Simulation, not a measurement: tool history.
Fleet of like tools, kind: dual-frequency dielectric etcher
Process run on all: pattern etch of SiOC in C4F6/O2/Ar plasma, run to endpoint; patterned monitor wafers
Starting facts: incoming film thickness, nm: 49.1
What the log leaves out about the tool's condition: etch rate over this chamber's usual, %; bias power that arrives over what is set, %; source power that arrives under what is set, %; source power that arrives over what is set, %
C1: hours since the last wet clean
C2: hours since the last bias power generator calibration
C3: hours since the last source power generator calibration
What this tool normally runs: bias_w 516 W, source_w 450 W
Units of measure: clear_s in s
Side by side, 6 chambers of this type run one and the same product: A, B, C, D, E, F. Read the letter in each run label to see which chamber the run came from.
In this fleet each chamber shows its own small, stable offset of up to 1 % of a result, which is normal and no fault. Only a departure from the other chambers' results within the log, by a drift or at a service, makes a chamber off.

run 1E day=0.3 | bias_w=516 source_w=450 | C1=98.4 C2=4536.7 C3=641.8 | clear_s=15.82
run 2F day=0.7 | bias_w=516 source_w=450 | C1=100 C2=806.6 C3=3743 | clear_s=15.689
run 3C day=1.117 | bias_w=516 source_w=450 | C1=400.7 C2=375.5 C3=2226.2 | clear_s=15.55
run 4A day=1.404 | bias_w=516 source_w=450 | C1=419.4 C2=1567.4 C3=279.9 | clear_s=15.739
run 5D day=1.908 | bias_w=516 source_w=450 | C1=322.1 C2=2679.4 C3=536 | clear_s=15.873
run 6B day=2.296 | bias_w=516 source_w=450 | C1=288.2 C2=3091.8 C3=1320.5 | clear_s=15.627
run 7E day=2.717 | bias_w=516 source_w=380 | C1=156.4 C2=4594.7 C3=699.8 | clear_s=16.788
run 8B day=3.233 | bias_w=516 source_w=380 | C1=310.7 C2=3114.3 C3=1343 | clear_s=16.52
run 9D day=3.642 | bias_w=516 source_w=380 | C1=363.7 C2=2721 C3=577.6 | clear_s=16.904
run 10C day=4.133 | bias_w=516 source_w=380 | C1=473.1 C2=447.9 C3=2298.6 | clear_s=16.634
-- day=4.542 chamber E: bias power generator calibrated
run 11A day=4.612 | bias_w=516 source_w=380 | C1=496.4 C2=1644.4 C3=356.9 | clear_s=16.883
-- day=4.996 chamber A: wet clean of the chamber
run 12F day=5.054 | bias_w=516 source_w=380 | C1=204.5 C2=911.1 C3=3847.5 | clear_s=16.732
-- day=5.475 chamber D: wet clean of the chamber
run 13C day=5.579 | bias_w=516 source_w=450 | C1=507.8 C2=482.6 C3=2333.3 | clear_s=15.549
run 14E day=5.904 | bias_w=516 source_w=450 | C1=232.9 C2=32.7 C3=776.3 | clear_s=15.772
run 15F day=6.275 | bias_w=516 source_w=450 | C1=233.8 C2=940.4 C3=3876.8 | clear_s=15.667
-- day=6.596 chamber F: source power generator calibrated
run 16B day=6.662 | bias_w=516 source_w=450 | C1=393 C2=3196.6 C3=1425.3 | clear_s=15.669
run 17D day=6.896 | bias_w=516 source_w=450 | C1=34.1 C2=2799.1 C3=655.7 | clear_s=15.816
run 18A day=7.375 | bias_w=516 source_w=450 | C1=57.2 C2=1710.7 C3=423.2 | clear_s=15.804
run 19F day=7.683 | bias_w=516 source_w=450 | C1=267.6 C2=974.2 C3=26.1 | clear_s=15.6
run 20E day=8.083 | bias_w=621 source_w=370 | C1=285.2 C2=85 C3=828.6 | clear_s=15.85
run 21A day=8.408 | bias_w=621 source_w=370 | C1=82 C2=1735.5 C3=448 | clear_s=15.783
-- day=8.679 chamber B: source power generator calibrated
run 22C day=8.804 | bias_w=621 source_w=370 | C1=585.2 C2=560 C3=2410.7 | clear_s=15.52
run 23D day=9.162 | bias_w=621 source_w=370 | C1=88.5 C2=2853.5 C3=710.1 | clear_s=15.797
-- day=9.462 chamber C: wet clean of the chamber
run 24B day=9.588 | bias_w=621 source_w=370 | C1=463.2 C2=3266.8 C3=21.8 | clear_s=15.569
run 25F day=10.042 | bias_w=621 source_w=370 | C1=324.2 C2=1030.8 C3=82.7 | clear_s=15.93
run 26C day=10.4 | bias_w=516 source_w=450 | C1=22.6 C2=598.3 C3=2449 | clear_s=15.679
run 27E day=10.846 | bias_w=516 source_w=450 | C1=351.5 C2=151.3 C3=894.9 | clear_s=15.737
run 28D day=11.333 | bias_w=516 source_w=450 | C1=140.6 C2=2905.6 C3=762.2 | clear_s=15.773
-- day=11.438 chamber A: bias power generator calibrated
run 29A day=11.567 | bias_w=640 source_w=550 | C1=157.8 C2=3.2 C3=523.8 | clear_s=13.524
run 30B day=11.804 | bias_w=640 source_w=550 | C1=516.4 C2=3320 C3=75 | clear_s=13.378
run 31A day=12.304 | bias_w=640 source_w=550 | C1=175.5 C2=20.9 C3=541.5 | clear_s=13.347
run 32D day=12.583 | bias_w=640 source_w=550 | C1=170.6 C2=2935.6 C3=792.2 | clear_s=13.459
run 33F day=13.025 | bias_w=640 source_w=550 | C1=395.8 C2=1102.4 C3=154.3 | clear_s=13.354
run 34C day=13.342 | bias_w=640 source_w=550 | C1=93.2 C2=668.9 C3=2519.6 | clear_s=13.38
run 35E day=13.721 | bias_w=516 source_w=450 | C1=420.5 C2=220.3 C3=963.9 | clear_s=15.7
run 36B day=14.1 | bias_w=516 source_w=450 | C1=571.5 C2=3375.1 C3=130.1 | clear_s=15.792

Each of the 6 chambers runs these same settings next. Fill in every chamber's results:
run 37A day=14.479 | bias_w=614 source_w=450 | clear_s=?
run 37B day=14.479 | bias_w=614 source_w=450 | clear_s=?
run 37C day=14.479 | bias_w=614 source_w=450 | clear_s=?
run 37D day=14.479 | bias_w=614 source_w=450 | clear_s=?
run 37E day=14.479 | bias_w=614 source_w=450 | clear_s=?
run 37F day=14.479 | bias_w=614 source_w=450 | clear_s=?

run=37A clear_s=14.825
run=37B clear_s=14.547
run=37C clear_s=14.669
run=37D clear_s=14.766
run=37E clear_s=14.759
run=37F clear_s=14.776
